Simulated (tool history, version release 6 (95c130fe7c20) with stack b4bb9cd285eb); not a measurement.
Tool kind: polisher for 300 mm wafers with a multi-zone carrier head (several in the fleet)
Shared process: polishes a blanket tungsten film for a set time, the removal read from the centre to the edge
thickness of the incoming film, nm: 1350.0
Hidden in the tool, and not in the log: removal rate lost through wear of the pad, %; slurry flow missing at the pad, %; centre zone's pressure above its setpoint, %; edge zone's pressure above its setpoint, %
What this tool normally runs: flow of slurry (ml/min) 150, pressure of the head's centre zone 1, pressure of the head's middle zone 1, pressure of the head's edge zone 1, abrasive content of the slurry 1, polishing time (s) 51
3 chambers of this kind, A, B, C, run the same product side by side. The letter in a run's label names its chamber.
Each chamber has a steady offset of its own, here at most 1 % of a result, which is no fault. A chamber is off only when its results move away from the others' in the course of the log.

run   hour  flow of slurry (ml/min)  pressure of the head's centre zone  pressure of the head's middle zone  pressure of the head's edge zone  abrasive content of the slurry  polishing time (s)  wafers polished on this pad  hours since the slurry nozzle was cleaned  hours since the centre zone pressure was calibrated  hours since the edge zone pressure was calibrated  film removed at the wafer's centre (angstrom)  film removed at mid-radius (angstrom)  film removed at the wafer's edge (angstrom)
       5.5  -- chamber A: worn pad replaced by a new one
 1B      8                      150                                   1                                   1                                 1                               1                  51                          849                                      597.8                                                222.5                                              771.9                                         2503.1                                 2505.5                                       2509.2
 2C   21.3                      150                                   1                                   1                                 1                               1                  51                          509                                      469.1                                               1137.2                                              600.3                                         2494.7                                 2506.1                                       2497.7
 3A   29.6                      150                                   1                                   1                                 1                               1                  51                          232                                      191.7                                                748.2                                                839                                         2467.3                                 2484.3                                       2452.2
      31.8  -- chamber C: slurry nozzle cleaned
 4B     41                      150                                   1                                   1                                 1                               1                  51                         1166                                      630.8                                                255.5                                              804.9                                         2481.9                                 2497.9                                         2484
 5C   53.4                      150                                   1                                   1                                 1                               1                  51                          818                                       21.7                                               1169.3                                              632.4                                         2528.3                                 2481.8                                       2515.1
      60.5  -- chamber B: edge zone pressure recalibrated
 6A   61.4                      150                                   1                                   1                                 1                               1                  51                          537                                      223.5                                                  780                                              870.8                                         2475.4                                 2456.6                                       2464.4
 7C   72.3                      150                                   1                                   1                                 1                               1                  51                         1000                                       40.6                                               1188.2                                              651.3                                         2473.3                                 2508.4                                       2526.6
 8A   86.1                      150                                   1                                   1                                 1                               1                  51                          775                                      248.2                                                804.7                                              895.5                                           2425                                 2467.5                                       2465.5
 9B   98.8                      150                                   1                                   1                                 1                               1                  51                         1722                                      688.6                                                313.3                                               38.4                                         2424.1                                 2432.1                                       2472.9
     104.7  -- chamber A: worn pad replaced by a new one
     106.4  -- chamber C: worn pad replaced by a new one
10A    112                      150                                   1                                   1                                 1                               1                  51                           70                                      274.1                                                830.6                                              921.4                                         2470.4                                 2489.1                                       2474.5
11B  125.4                      150                                   1                                   1                                 1                               1                  51                         1978                                      715.2                                                339.9                                                 65                                         2367.7                                 2412.5                                       2378.2
12C  136.5                      150                                   1                                   1                                 1                               1                  51                          289                                      104.8                                               1252.4                                              715.5                                         2503.4                                   2526                                       2522.6
     142.9  -- chamber B: slurry nozzle cleaned
13B  147.3                      150                                   1                                   1                              1.04                            1.15                  51                         2189                                        4.5                                                361.8                                               86.9                                           2430                                 2467.2                                       2538.3
14C  155.1                      150                                   1                                   1                              1.04                            1.15                  51                          468                                      123.4                                                 1271                                              734.1                                           2548                                 2587.8                                       2640.9
15A  168.7                      150                                   1                                   1                              1.04                            1.15                  51                          616                                      330.8                                                887.3                                              978.1                                         2560.9                                 2569.4                                       2670.8
16A  178.3                      150                                   1                                   1                                 1                            0.75                  51                          708                                      340.4                                                896.9                                              987.7                                         2285.5                                 2334.3                                       2335.7
     184.9  -- chamber C: edge zone pressure recalibrated
17C    187                      150                                   1                                   1                                 1                            0.75                  51                          775                                      155.3                                               1302.9                                                2.1                                         2284.9                                   2360                                         2339
18B  195.4                      150                                   1                                   1                                 1                            0.75                  51                         2651                                       52.6                                                409.9                                                135                                         2186.7                                   2194                                       2211.9
     204.8  -- chamber A: worn pad replaced by a new one
19A  209.1                      150                                   1                                   1                                 1                               1                  51                           41                                      371.2                                                927.7                                             1018.5                                           2460                                   2502                                       2495.6
20B    220                      150                                   1                                   1                                 1                               1                  51                         2888                                       77.2                                                434.5                                              159.6                                         2308.7                                 2358.5                                       2334.5
21C  229.8                      150                                   1                                   1                                 1                               1                  51                         1187                                      198.1                                               1345.7                                               44.9                                         2491.8                                 2510.4                                       2546.1
     232.3  -- chamber C: worn pad replaced by a new one
22A  237.6                      150                                   1                                   1                                 1                               1                  51                          316                                      399.7                                                956.2                                               1047                                         2472.8                                 2484.4                                       2453.6
23C  251.8                      150                                   1                                   1                                 1                               1                  51                          188                                      220.1                                               1367.7                                               66.9                                           2477                                 2479.3                                       2493.8

One chamber off, gauge drift, or nothing amiss beyond the chambers' own small offsets? If it is a chamber, which one, and what is the likeliest cause?

One chamber, B, drifts off from the rest bit by bit.
What lies behind it: removal rate lost through wear of the pad, % = 8.34.

Below are 4 candidate recipes for chamber B's next run, each the usual settings with a change, their results shown as question marks. Which of them brings B's results back in line with what the other chambers give on the usual settings?
Counts as in line when no further than this from what the other chambers average on the usual settings: film removed at the wafer's centre (angstrom) 120; film removed at mid-radius (angstrom) 57; film removed at the wafer's edge (angstrom) 100
24B-1  262.4                      150                                   1                                   1                              1.01                               1                  55                                                                                                                                                                                                                              ?                                      ?                                            ?
24B-2  262.4                      150                                0.99                                0.99                              1.02                            1.05                  59                                                                                                                                                                                                                              ?                                      ?                                            ?
24B-3  262.4                      150                                   1                                   1                              0.99                               1                  44                                                                                                                                                                                                                              ?                                      ?                                            ?
24B-4  262.4                      150                                   1                                   1                              0.99                               1                  47                                                                                                                                                                                                                              ?                                      ?                                            ?

Average result of the remaining chambers running the usual settings: film removed at the wafer's centre (angstrom) 2485.3; film removed at mid-radius (angstrom) 2492; film removed at the wafer's edge (angstrom) 2500.2
  run  film removed at the wafer's centre (angstrom)  film removed at mid-radius (angstrom)  film removed at the wafer's edge (angstrom)
24B-1                                         2481.9                                 2493.5                                       2490.6
24B-2                                         2662.2                                 2679.9                                       2716.5
24B-3                                         1985.5                                 1994.9                                       1971.3
24B-4                                         2120.9                                 2130.9                                       2105.8
With 24B-1, the chamber falls back in line with the rest.
